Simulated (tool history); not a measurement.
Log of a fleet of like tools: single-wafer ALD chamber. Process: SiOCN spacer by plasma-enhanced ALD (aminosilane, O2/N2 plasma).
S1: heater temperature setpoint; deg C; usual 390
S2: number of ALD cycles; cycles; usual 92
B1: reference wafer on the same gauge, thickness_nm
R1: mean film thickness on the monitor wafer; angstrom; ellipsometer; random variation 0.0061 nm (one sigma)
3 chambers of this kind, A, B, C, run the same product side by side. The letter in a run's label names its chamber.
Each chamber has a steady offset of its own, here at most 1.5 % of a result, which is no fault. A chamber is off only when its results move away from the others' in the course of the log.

Run 1A, hour 4.6: usual settings; B1 6.6214. Result: R1 55.862 angstrom.
Run 2C, hour 9.7: usual settings; B1 6.6197. Result: R1 54.985 angstrom.
Run 3B, hour 12.5: usual settings; B1 6.6199. Result: R1 55.410 angstrom.
Run 4C, hour 15.7: usual settings; B1 6.6254. Result: R1 55.008 angstrom.
Run 5A, hour 19.6: usual settings; B1 6.6248. Result: R1 55.875 angstrom.
Run 6B, hour 22.9: usual settings but S2 86 cycles; B1 6.6238. Result: R1 51.866 angstrom.
Run 7A, hour 28.5: usual settings but S2 86 cycles; B1 6.6264. Result: R1 52.247 angstrom.
Run 8B, hour 34.1: usual settings but S2 86 cycles; B1 6.6255. Result: R1 51.898 angstrom.
Run 9C, hour 37.4: usual settings; B1 6.6269. Result: R1 54.971 angstrom.
Run 10C, hour 40.5: usual settings but S1 384 deg C, S2 85 cycles; B1 6.6279. Result: R1 50.767 angstrom.
Run 11A, hour 45.2: usual settings but S1 384 deg C, S2 85 cycles; B1 6.6312. Result: R1 51.585 angstrom.
Run 12B, hour 51.3: usual settings but S1 384 deg C, S2 85 cycles; B1 6.6304. Result: R1 51.319 angstrom.
Run 13C, hour 55.9: usual settings but S1 403 deg C, S2 84 cycles; B1 6.6306. Result: R1 49.799 angstrom.
Run 14B, hour 60.7: usual settings but S1 403 deg C, S2 84 cycles; B1 6.6351. Result: R1 50.361 angstrom.
Run 15A, hour 65.8: usual settings but S1 403 deg C, S2 84 cycles; B1 6.6349. Result: R1 50.675 angstrom.
Run 16A, hour 70.2: usual settings but S2 77 cycles; B1 6.6340. Result: R1 46.801 angstrom.
Run 17B, hour 76.3: usual settings but S2 77 cycles; B1 6.6382. Result: R1 46.482 angstrom.
Run 18C, hour 81.9: usual settings but S2 77 cycles; B1 6.6372. Result: R1 46.142 angstrom.
Run 19A, hour 84.8: usual settings; B1 6.6393. Result: R1 55.962 angstrom.
Run 20C, hour 88.7: usual settings; B1 6.6384. Result: R1 55.178 angstrom.
Run 21B, hour 93.4: usual settings; B1 6.6423. Result: R1 55.682 angstrom.
Run 22C, hour 97.5: usual settings; B1 6.6412. Result: R1 55.071 angstrom.
Run 23A, hour 101.4: usual settings; B1 6.6418. Result: R1 55.984 angstrom.
Run 24B, hour 107.5: usual settings; B1 6.6447. Result: R1 55.699 angstrom.
Run 25C, hour 111.0: usual settings; B1 6.6444. Result: R1 55.146 angstrom.
Run 26B, hour 116.8: usual settings; B1 6.6462. Result: R1 55.632 angstrom.
Run 27A, hour 120.0: usual settings; B1 6.6473. Result: R1 56.023 angstrom.
Run 28A, hour 124.0: usual settings; B1 6.6483. Result: R1 55.939 angstrom.
Run 29B, hour 129.9: usual settings; B1 6.6477. Result: R1 55.717 angstrom.

All 3 chambers run these settings next. Forecast each chamber's results:
Run 30A, hour 134.4: usual settings. Result: R1 ?.
Run 30B, hour 134.4: usual settings. Result: R1 ?.
Run 30C, hour 134.4: usual settings. Result: R1 ?.

run      R1
30A  56.157
30B  55.838
30C  55.270

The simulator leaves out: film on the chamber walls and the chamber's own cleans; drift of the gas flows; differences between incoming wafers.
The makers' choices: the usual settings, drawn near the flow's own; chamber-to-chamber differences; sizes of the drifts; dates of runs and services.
